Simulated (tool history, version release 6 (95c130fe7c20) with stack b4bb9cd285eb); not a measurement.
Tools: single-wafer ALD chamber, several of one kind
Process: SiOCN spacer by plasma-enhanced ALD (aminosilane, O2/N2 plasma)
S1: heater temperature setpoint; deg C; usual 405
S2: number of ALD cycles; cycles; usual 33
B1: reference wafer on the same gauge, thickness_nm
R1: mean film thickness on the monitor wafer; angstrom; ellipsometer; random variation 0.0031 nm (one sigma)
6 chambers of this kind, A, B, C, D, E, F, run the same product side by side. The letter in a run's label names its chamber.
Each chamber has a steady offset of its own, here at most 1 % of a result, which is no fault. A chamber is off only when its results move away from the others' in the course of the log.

run    day   S1  S2      B1      R1
 1C  0.121  405  33  2.0593  19.471
 2F  0.258  405  33  2.0597  19.825
 3E  0.404  405  33  2.0592  19.479
 4D  0.492  405  33  2.0587  19.706
 5B  0.588  405  33  2.0586  19.693
     0.683  -- chamber F: thermocouple changed; heater temperature recalibrated
 6A  0.721  405  33  2.0579  19.581
 7C  0.858  415  33  2.0580  18.872
 8F  1.017  415  33  2.0571  19.203
 9D  1.200  415  33  2.0574  19.029
10E  1.312  415  33  2.0576  18.830
11A  1.433  415  33  2.0567  19.054
12B  1.617  415  33  2.0563  19.009
13D  1.788  405  33  2.0564  19.646
14C  1.929  394  33  2.0563  19.767
15F  2.067  394  33  2.0557  19.995
16E  2.254  394  33  2.0557  19.743
     2.258  -- chamber A: thermocouple changed; heater temperature recalibrated
17B  2.404  394  33  2.0542  19.949
18A  2.579  394  33  2.0539  19.852
19E  2.742  394  33  2.0538  19.700
20A  2.892  405  33  2.0521  19.559
21B  3.071  405  33  2.0524  19.645
22C  3.167  405  33  2.0528  19.455
23D  3.312  405  33  2.0529  19.603
24F  3.425  405  33  2.0521  19.759
25B  3.542  405  33  2.0519  19.585
26A  3.704  405  33  2.0518  19.520
27F  3.821  405  33  2.0502  19.717
28D  3.946  405  33  2.0496  19.559
29E  4.100  405  33  2.0501  19.406
30C  4.200  405  33  2.0499  19.410
     4.275  -- chamber D: thermocouple changed; heater temperature recalibrated
31A  4.392  405  33  2.0495  19.534
32D  4.567  405  33  2.0495  19.566
33E  4.692  405  33  2.0494  19.361
34B  4.883  405  33  2.0485  19.573
35C  5.071  405  33  2.0488  19.348
36F  5.233  392  33  2.0480  19.949
37C  5.404  392  33  2.0476  19.647
38D  5.496  392  33  2.0471  19.765
39B  5.662  392  33  2.0465  19.834

All 6 chambers run these settings next. Forecast each chamber's results:
40A  5.804  405  33       ?
40B  5.804  405  33       ?
40C  5.804  405  33       ?
40D  5.804  405  33       ?
40E  5.804  405  33       ?
40F  5.804  405  33       ?

run      R1
40A  19.473
40B  19.544
40C  19.389
40D  19.461
40E  19.371
40F  19.643
